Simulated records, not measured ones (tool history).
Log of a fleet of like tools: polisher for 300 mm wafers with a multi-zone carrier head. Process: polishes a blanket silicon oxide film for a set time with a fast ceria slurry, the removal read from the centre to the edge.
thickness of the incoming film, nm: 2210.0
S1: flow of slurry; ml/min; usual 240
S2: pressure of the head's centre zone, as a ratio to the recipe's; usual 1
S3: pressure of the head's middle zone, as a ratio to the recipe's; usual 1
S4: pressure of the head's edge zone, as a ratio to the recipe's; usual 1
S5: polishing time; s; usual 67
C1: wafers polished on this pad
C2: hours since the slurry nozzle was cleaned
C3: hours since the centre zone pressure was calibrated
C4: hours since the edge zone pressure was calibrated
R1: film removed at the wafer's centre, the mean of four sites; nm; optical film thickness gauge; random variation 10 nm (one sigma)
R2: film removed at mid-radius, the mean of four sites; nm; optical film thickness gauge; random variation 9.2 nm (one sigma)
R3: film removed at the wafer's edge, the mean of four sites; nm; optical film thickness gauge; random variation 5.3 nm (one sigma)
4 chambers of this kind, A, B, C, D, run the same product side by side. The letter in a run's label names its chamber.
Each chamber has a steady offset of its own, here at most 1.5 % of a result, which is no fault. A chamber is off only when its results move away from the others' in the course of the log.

run,day,S1,S2,S3,S4,S5,C1,C2,C3,C4,R1,R2,R3
1B,0.192,240,1,1,1,67,145,526,234.1,84.6,816.82,822.18,810.42
# day 0.408: chamber A: edge zone pressure recalibrated
2C,0.483,240,1,1,1,67,777,184.1,162.3,481.7,840.49,808.46,817.29
3D,0.696,240,1,1,1,67,348,328.4,129.1,83.8,831.04,829.53,813.85
4A,0.858,240,1,1,1,67,1014,100.1,481.8,10.8,829.06,826.18,818.12
5A,1.083,240,1,1,1,67,1070,105.5,487.2,16.2,833.08,824.7,828.81
6D,1.254,240,1,1,1.11,67,488,341.8,142.5,97.2,817.85,824.05,870.6
# day 1.346: chamber A: worn pad replaced by a new one
7C,1.396,240,1,1,1.11,67,1005,206,184.2,503.6,832.19,826.45,870.11
8B,1.588,240,1,1,1.11,67,494,559.5,267.6,118.1,826.62,816.27,857.89
9C,1.779,240,1,1,1.11,67,1100,215.2,193.4,512.8,819.96,801.21,882.57
10A,1.975,240,1,1,1,67,157,126.9,508.6,37.6,815.42,806.06,824.25
# day 2.096: chamber B: worn pad replaced by a new one
11B,2.192,240,1,1,1,67,24,574,282.1,132.6,814.21,809.95,809.13
12D,2.475,240,1,1,1.1,67,793,371.1,171.8,126.5,829.62,824.3,860.5
# day 2.546: chamber D: slurry nozzle cleaned
13C,2.625,240,1,1,1.1,67,1312,235.5,213.7,533.1,841.2,826.28,864.68
# day 2.771: chamber D: worn pad replaced by a new one
14A,2.788,240,1,1,1.1,67,360,146.4,528.1,57.1,844.38,823.08,867.83
15D,3.075,240,1,1,1.1,67,76,12.7,186.2,140.9,820.03,828.51,866.3
# day 3.246: chamber C: worn pad replaced by a new one
16B,3.296,240,1,1,0.95,67,300,600.5,308.6,159.1,827.58,824.64,800.21
17D,3.492,240,1,1,0.95,67,180,22.7,196.2,150.9,820.54,832.08,800.21
18C,3.767,240,1,1,0.95,67,130,262.9,241.1,560.5,831.29,818.21,809.41
19B,3.938,240,1,1,0.95,67,460,615.9,324,174.5,820.67,821.08,800.89
20A,4.108,240,1,1,1,67,690,178.1,559.8,88.8,848.04,816.45,821.15
21B,4.254,240,1,0.91,1,67,539,623.5,331.6,182.1,801.76,765.25,817.36
22D,4.467,240,1,0.91,1,67,423,46.1,219.6,174.3,818.9,753.58,824.63
# day 4.517: chamber B: worn pad replaced by a new one
23A,4.733,240,1,0.91,1,67,846,193.1,574.8,103.8,823.47,753.85,826.64
24C,5,240,1,0.91,1,67,438,292.5,270.7,590.1,817.64,748.2,827.78
25D,5.217,240,1,1,1,67,610,64.1,237.6,192.3,811.05,809.75,817.97
26A,5.4,240,1,1,1,67,1012,209.1,590.8,119.8,826.21,811.91,821.21
# day 5.433: chamber D: worn pad replaced by a new one
27B,5.65,240,1,1,1,67,283,657,365.1,215.6,803.28,828.56,813.72
28C,5.929,240,1,1,1,67,670,314.8,293,612.4,830.36,821.16,833.86
29B,6.15,240,1,1,1,67,407,669,377.1,227.6,832.33,826.16,815.33
30C,6.429,240,1,1,1,67,795,326.8,305,624.4,828.69,812.91,828.8
31D,6.604,240,1,1,1,67,292,97.4,270.9,225.6,818.46,824.43,817.43
# day 6.646: chamber A: worn pad replaced by a new one
32A,6.742,240,1,1,1,67,24,241.3,623,152,819.69,836.3,821.26
33D,6.979,240,0.96,1,1,74,386,106.4,279.9,234.6,865.56,907.55,895.46
34C,7.204,240,0.96,1,1,74,989,345.4,323.6,643,867.43,918.92,909.31
# day 7.267: chamber B: worn pad replaced by a new one
35A,7.433,240,0.96,1,1,74,197,257.9,639.6,168.6,862.49,892.62,912.12
36B,7.604,240,0.96,1,1,74,84,703.9,412,262.5,859.64,918.67,884.66
37C,7.817,240,1,1,1,67,1142,360.1,338.3,657.7,825.31,834.52,821.37
38A,8.017,240,1,1,1.11,67,343,271.9,653.6,182.6,812.83,800.47,859.55
39D,8.229,240,1,1,1.11,67,698,136.4,309.9,264.6,828.16,826.52,863.25
40B,8.521,240,1,1,1.11,67,313,725.9,434,284.5,815.74,825.35,870.21
# day 8.608: chamber B: slurry nozzle cleaned
41C,8.712,240,1,1,1.11,67,1366,381.6,359.8,679.2,826.43,829.04,871.23
# day 8.729: chamber D: worn pad replaced by a new one
42D,8.883,240,1,1,1,67,39,152.1,325.6,280.3,820.02,833.51,813.87
43B,9.162,240,1,1,1,67,473,13.4,449.4,299.9,813.54,811.75,811.96
44A,9.308,240,1,1,1,67,665,302.9,684.6,213.6,830.7,820.18,816.19

Next, every chamber runs the same settings. What will each give?
45A,9.521,240,1,1,1,67,,,,,?,?,?
45B,9.521,240,1,1,1,67,,,,,?,?,?
45C,9.521,240,1,1,1,67,,,,,?,?,?
45D,9.521,240,1,1,1,67,,,,,?,?,?

run,R1,R2,R3
45A,819.81,814.82,819.12
45B,826.55,829.72,811.58
45C,819.04,829.22,830.23
45D,806.22,819.65,817.61
